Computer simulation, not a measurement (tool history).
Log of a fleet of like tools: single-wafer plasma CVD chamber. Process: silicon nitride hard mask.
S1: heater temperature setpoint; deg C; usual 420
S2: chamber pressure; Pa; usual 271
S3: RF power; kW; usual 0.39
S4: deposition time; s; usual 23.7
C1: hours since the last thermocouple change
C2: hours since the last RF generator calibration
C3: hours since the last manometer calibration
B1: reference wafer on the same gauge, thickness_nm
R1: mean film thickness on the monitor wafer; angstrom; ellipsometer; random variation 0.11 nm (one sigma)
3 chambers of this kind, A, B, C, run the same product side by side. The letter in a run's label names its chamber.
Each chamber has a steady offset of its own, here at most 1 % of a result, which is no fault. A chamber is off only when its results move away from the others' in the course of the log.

{"run": "1C", "hour": 3.3, "S1": 420, "S2": 271, "S3": 0.39, "S4": 23.7, "C1": 360.9, "C2": 641.9, "C3": 1473.1, "B1": 37.978, "R1": 338.86}
{"run": "2A", "hour": 6.5, "S1": 420, "S2": 271, "S3": 0.39, "S4": 23.7, "C1": 1209.2, "C2": 1004.6, "C3": 1553.3, "B1": 38, "R1": 339.4}
{"run": "3B", "hour": 9.9, "S1": 420, "S2": 271, "S3": 0.39, "S4": 23.7, "C1": 271.4, "C2": 2433.2, "C3": 1470.7, "B1": 38.032, "R1": 339.95}
{"run": "4C", "hour": 15.7, "S1": 420, "S2": 271, "S3": 0.39, "S4": 23.7, "C1": 373.3, "C2": 654.3, "C3": 1485.5, "B1": 37.989, "R1": 336.91}
{"run": "5B", "hour": 20.2, "S1": 420, "S2": 271, "S3": 0.39, "S4": 23.7, "C1": 281.7, "C2": 2443.5, "C3": 1481, "B1": 38.007, "R1": 340.35}
{"run": "6A", "hour": 24.9, "S1": 420, "S2": 271, "S3": 0.39, "S4": 25.1, "C1": 1227.6, "C2": 1023, "C3": 1571.7, "B1": 37.995, "R1": 360.72}
{"run": "7B", "hour": 28.3, "S1": 420, "S2": 271, "S3": 0.39, "S4": 25.1, "C1": 289.8, "C2": 2451.6, "C3": 1489.1, "B1": 38.005, "R1": 360.14}
{"run": "8C", "hour": 31.6, "S1": 420, "S2": 271, "S3": 0.39, "S4": 25.1, "C1": 389.2, "C2": 670.2, "C3": 1501.4, "B1": 38.031, "R1": 360.15}
{"run": "9A", "hour": 36.9, "S1": 420, "S2": 271, "S3": 0.39, "S4": 23.7, "C1": 1239.6, "C2": 1035, "C3": 1583.7, "B1": 37.972, "R1": 342.09}
{"run": "10C", "hour": 43.3, "S1": 420, "S2": 271, "S3": 0.39, "S4": 23.7, "C1": 400.9, "C2": 681.9, "C3": 1513.1, "B1": 38.028, "R1": 336.92}
{"run": "11B", "hour": 46.7, "S1": 420, "S2": 271, "S3": 0.39, "S4": 23.7, "C1": 308.2, "C2": 2470, "C3": 1507.5, "B1": 38.032, "R1": 339.58}
{"run": "12A", "hour": 50.8, "S1": 420, "S2": 271, "S3": 0.39, "S4": 23.7, "C1": 1253.5, "C2": 1048.9, "C3": 1597.6, "B1": 38.024, "R1": 339.73}
{"run": "13A", "hour": 57.5, "S1": 410, "S2": 271, "S3": 0.415, "S4": 23.7, "C1": 1260.2, "C2": 1055.6, "C3": 1604.3, "B1": 38.002, "R1": 352.98}
{"run": "14C", "hour": 62.1, "S1": 410, "S2": 271, "S3": 0.415, "S4": 23.7, "C1": 419.7, "C2": 700.7, "C3": 1531.9, "B1": 37.993, "R1": 353.88}
{"hour": 66.6, "done": "chamber B: RF generator calibrated"}
{"run": "15B", "hour": 68.8, "S1": 410, "S2": 271, "S3": 0.415, "S4": 23.7, "C1": 330.3, "C2": 2.2, "C3": 1529.6, "B1": 37.995, "R1": 352.97}
{"run": "16A", "hour": 75.0, "S1": 420, "S2": 271, "S3": 0.39, "S4": 23.7, "C1": 1277.7, "C2": 1073.1, "C3": 1621.8, "B1": 38.005, "R1": 340.15}
{"run": "17B", "hour": 78.7, "S1": 420, "S2": 271, "S3": 0.39, "S4": 26.8, "C1": 340.2, "C2": 12.1, "C3": 1539.5, "B1": 37.983, "R1": 383.28}
{"run": "18C", "hour": 83.0, "S1": 420, "S2": 271, "S3": 0.39, "S4": 26.8, "C1": 440.6, "C2": 721.6, "C3": 1552.8, "B1": 37.996, "R1": 383.58}
{"run": "19C", "hour": 88.8, "S1": 420, "S2": 271, "S3": 0.39, "S4": 26.8, "C1": 446.4, "C2": 727.4, "C3": 1558.6, "B1": 38.01, "R1": 381.45}
{"run": "20B", "hour": 94.6, "S1": 420, "S2": 271, "S3": 0.39, "S4": 23.7, "C1": 356.1, "C2": 28, "C3": 1555.4, "B1": 38.018, "R1": 340.81}
{"run": "21A", "hour": 100.3, "S1": 420, "S2": 271, "S3": 0.39, "S4": 23.7, "C1": 1303, "C2": 1098.4, "C3": 1647.1, "B1": 38.006, "R1": 340.31}
{"run": "22C", "hour": 105.2, "S1": 420, "S2": 271, "S3": 0.39, "S4": 23.7, "C1": 462.8, "C2": 743.8, "C3": 1575, "B1": 38.007, "R1": 339.33}
{"run": "23B", "hour": 108.5, "S1": 420, "S2": 271, "S3": 0.39, "S4": 23.7, "C1": 370, "C2": 41.9, "C3": 1569.3, "B1": 38.002, "R1": 337.03}
{"run": "24A", "hour": 111.9, "S1": 420, "S2": 271, "S3": 0.39, "S4": 23.7, "C1": 1314.6, "C2": 1110, "C3": 1658.7, "B1": 37.992, "R1": 341.2}
{"run": "25C", "hour": 118.9, "S1": 420, "S2": 271, "S3": 0.39, "S4": 23.7, "C1": 476.5, "C2": 757.5, "C3": 1588.7, "B1": 38.003, "R1": 340.62}
{"run": "26A", "hour": 122.6, "S1": 420, "S2": 271, "S3": 0.39, "S4": 23.7, "C1": 1325.3, "C2": 1120.7, "C3": 1669.4, "B1": 37.995, "R1": 342.83}
{"run": "27B", "hour": 127.4, "S1": 420, "S2": 271, "S3": 0.39, "S4": 23.7, "C1": 388.9, "C2": 60.8, "C3": 1588.2, "B1": 38.012, "R1": 340.04}
{"run": "28C", "hour": 132.9, "S1": 420, "S2": 271, "S3": 0.34, "S4": 23.7, "C1": 490.5, "C2": 771.5, "C3": 1602.7, "B1": 37.983, "R1": 309.22}
{"run": "29B", "hour": 136.5, "S1": 420, "S2": 271, "S3": 0.34, "S4": 23.7, "C1": 398, "C2": 69.9, "C3": 1597.3, "B1": 38.009, "R1": 312.28}
{"hour": 137.8, "done": "chamber A: RF generator calibrated"}
{"run": "30A", "hour": 142.4, "S1": 420, "S2": 271, "S3": 0.34, "S4": 23.7, "C1": 1345.1, "C2": 4.6, "C3": 1689.2, "B1": 38.027, "R1": 313.6}
{"run": "31C", "hour": 149.3, "S1": 420, "S2": 271, "S3": 0.39, "S4": 23.7, "C1": 506.9, "C2": 787.9, "C3": 1619.1, "B1": 38.013, "R1": 337.66}
{"run": "32A", "hour": 154.2, "S1": 420, "S2": 271, "S3": 0.39, "S4": 23.7, "C1": 1356.9, "C2": 16.4, "C3": 1701, "B1": 37.985, "R1": 342.39}
{"run": "33B", "hour": 158.4, "S1": 420, "S2": 271, "S3": 0.39, "S4": 23.7, "C1": 419.9, "C2": 91.8, "C3": 1619.2, "B1": 37.975, "R1": 338.02}
{"run": "34B", "hour": 163.6, "S1": 420, "S2": 271, "S3": 0.39, "S4": 23.7, "C1": 425.1, "C2": 97, "C3": 1624.4, "B1": 37.988, "R1": 338.61}

What goes on in this fleet: one chamber off, a drifting gauge, or nothing beyond the chambers' own small offsets? Name the chamber and the cause, if any.

No chamber stands off beyond its own small offset, and the gauge holds steady.
